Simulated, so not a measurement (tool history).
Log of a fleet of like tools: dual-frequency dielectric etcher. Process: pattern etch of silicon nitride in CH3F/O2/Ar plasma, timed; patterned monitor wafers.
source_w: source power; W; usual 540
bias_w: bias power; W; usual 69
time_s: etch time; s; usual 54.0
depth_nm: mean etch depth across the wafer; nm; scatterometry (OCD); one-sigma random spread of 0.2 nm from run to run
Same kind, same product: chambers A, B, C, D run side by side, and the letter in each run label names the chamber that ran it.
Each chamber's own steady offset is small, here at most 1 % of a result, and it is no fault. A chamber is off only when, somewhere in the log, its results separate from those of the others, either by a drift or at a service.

run,hour,source_w,bias_w,time_s,"read-back reference wafer on the same gauge, depth_nm",depth_nm
1A,9.3,540,69,54.0,36.960,41.980
# hour 10.2: chamber D: wet clean of the chamber
2C,16.9,540,69,54.0,37.042,42.081
3D,27.4,540,69,54.0,36.977,42.013
4B,40.8,540,69,54.0,37.057,41.760
5B,48.2,540,69,54.0,37.034,41.891
6C,56.5,540,76,46.5,36.986,37.013
7A,64.9,540,76,46.5,37.011,37.383
# hour 65.0: chamber A: wet clean of the chamber
8D,73.4,540,76,46.5,37.045,37.477
9C,84.9,540,76,46.5,36.973,37.234
10D,94.1,540,69,54.0,37.025,41.533
11A,104.6,540,69,54.0,36.994,42.101
12B,118.2,540,69,54.0,36.943,41.571
13A,130.2,450,69,54.0,37.055,39.057
14D,139.8,450,69,54.0,36.997,39.227
15B,150.5,450,69,54.0,37.025,38.755
16C,164.6,450,69,54.0,36.984,39.060
# hour 170.5: chamber B: wet clean of the chamber
# hour 172.4: chamber D: bias power generator calibrated
17B,173.5,540,69,54.0,36.993,40.471
18C,186.1,540,69,54.0,37.014,41.943
19D,192.5,540,69,54.0,37.022,42.163
20A,199.6,670,69,43.5,37.024,36.647
21B,212.8,670,69,43.5,36.953,35.711
22C,220.4,670,69,43.5,36.980,36.415
23A,227.6,670,69,43.5,36.969,36.870
# hour 229.6: chamber C: wet clean of the chamber
24D,237.8,540,69,54.0,36.976,42.184
# hour 240.6: chamber A: bias power generator calibrated
25C,247.6,540,69,54.0,36.985,41.903
26A,254.3,540,69,54.0,37.019,41.961
27B,268.6,540,69,54.0,36.960,40.607
28D,276.1,540,69,54.0,37.023,42.260
29D,288.3,540,69,54.0,37.015,41.931
30C,300.6,540,69,54.0,37.007,41.822
31A,309.7,540,69,54.0,37.061,41.856
32B,324.0,540,69,54.0,37.025,40.874
33A,336.0,540,78,67.0,37.028,54.811
34B,342.8,540,78,67.0,37.031,52.356
35C,353.1,540,78,67.0,36.954,54.235
36D,365.2,540,78,67.0,37.018,53.905
37B,371.6,540,53,39.5,36.960,27.178
38D,379.6,540,53,39.5,37.001,28.159
39A,392.3,540,53,39.5,37.022,28.321
40C,402.6,540,53,39.5,36.959,28.343
41D,412.0,540,69,54.0,37.009,41.760
42C,422.2,540,69,54.0,36.986,42.106

Is one chamber off against the others, does the gauge drift, or is nothing wrong? If a chamber is off, say which, and what the likeliest cause is.

Chamber B came out of a service off from its peers and stayed that way.
What lies behind it: etch rate under this chamber's usual, % = 2.4.

Below are 4 candidate recipes for chamber B's next run, each the usual settings with a change, their results shown as question marks. Which of them brings B's results back in line with what the other chambers give on the usual settings?
Counts as in line when no further than this from what the other chambers average on the usual settings: depth_nm 0.700 nm
43B-1,432.5,630,69,54.0,,?
43B-2,432.5,540,69,52.5,,?
43B-3,432.5,540,69,55.5,,?
43B-4,432.5,530,68,51.0,,?

The other chambers' mean on the usual settings: depth_nm 41.989 nm
run,depth_nm
43B-1,42.986
43B-2,39.412
43B-3,41.664
43B-4,37.832
43B-3 is the one that brings the chamber's results back in line with the other chambers.
